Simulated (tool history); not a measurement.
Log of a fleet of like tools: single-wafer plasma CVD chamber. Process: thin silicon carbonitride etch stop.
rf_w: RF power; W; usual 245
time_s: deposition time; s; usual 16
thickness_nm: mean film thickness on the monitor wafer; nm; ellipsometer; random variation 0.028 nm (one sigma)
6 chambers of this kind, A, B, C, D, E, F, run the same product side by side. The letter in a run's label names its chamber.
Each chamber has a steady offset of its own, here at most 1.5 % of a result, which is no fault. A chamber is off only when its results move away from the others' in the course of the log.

run	hour	rf_w	time_s	read-back reference wafer on the same gauge, thickness_nm	thickness_nm
1A	5.6	245	16	10.554	9.7163
2B	16.6	245	16	10.543	9.7065
3F	26.8	245	16	10.547	9.6324
4E	32.7	245	16	10.543	9.6769
5C	43.3	245	16	10.551	9.6891
6D	50.3	245	16	10.551	9.5466
7C	56.2	245	16	10.554	9.6889
8A	67.1	200	18.1	10.545	10.306
9F	77.6	200	18.1	10.538	10.258
10E	84.6	200	18.1	10.549	10.312
11D	90	200	18.1	10.545	10.18
12B	97.6	200	18.1	10.545	10.3
13D	103.2	200	18.1	10.548	10.15
14A	109.1	245	16	10.552	9.7056
15C	119.3	245	16	10.542	9.7114
16F	126.9	245	16	10.554	9.6222
17E	133.5	245	16	10.553	9.6927
18B	143.5	245	16	10.554	9.6891
19A	154.9	245	16	10.551	9.7384
20D	161.8	270	17.6	10.551	10.848
21E	170.9	270	17.6	10.554	10.994
22C	176	270	17.6	10.547	10.968
23F	181.2	270	17.6	10.546	10.927
24B	188.8	270	17.6	10.551	10.929
25E	197.8	270	17.6	10.553	11.034
26F	209	245	16	10.546	9.6381
27A	217.9	245	16	10.559	9.7319
28C	228.9	245	16	10.555	9.7011
29B	236.2	245	16	10.553	9.6334
30D	243.7	245	16	10.555	9.5723
# hour 244.6: chamber E: thermocouple changed; heater temperature recalibrated
31C	250.9	245	16	10.555	9.6483
32A	258.8	245	13.6	10.563	8.2737
33D	266.3	245	13.6	10.545	8.1218
34F	276	245	13.6	10.548	8.2031
35E	287.2	245	13.6	10.555	8.2324
36B	296.8	245	13.6	10.553	8.2306
37D	302.1	245	13.6	10.547	8.1596
38E	309.5	210	16	10.542	9.2793
39C	320.1	210	16	10.549	9.2124

What goes on in this fleet: one chamber off, a drifting gauge, or nothing beyond the chambers' own small offsets? Name the chamber and the cause, if any.

No chamber stands off beyond its own small offset, and the gauge holds steady.
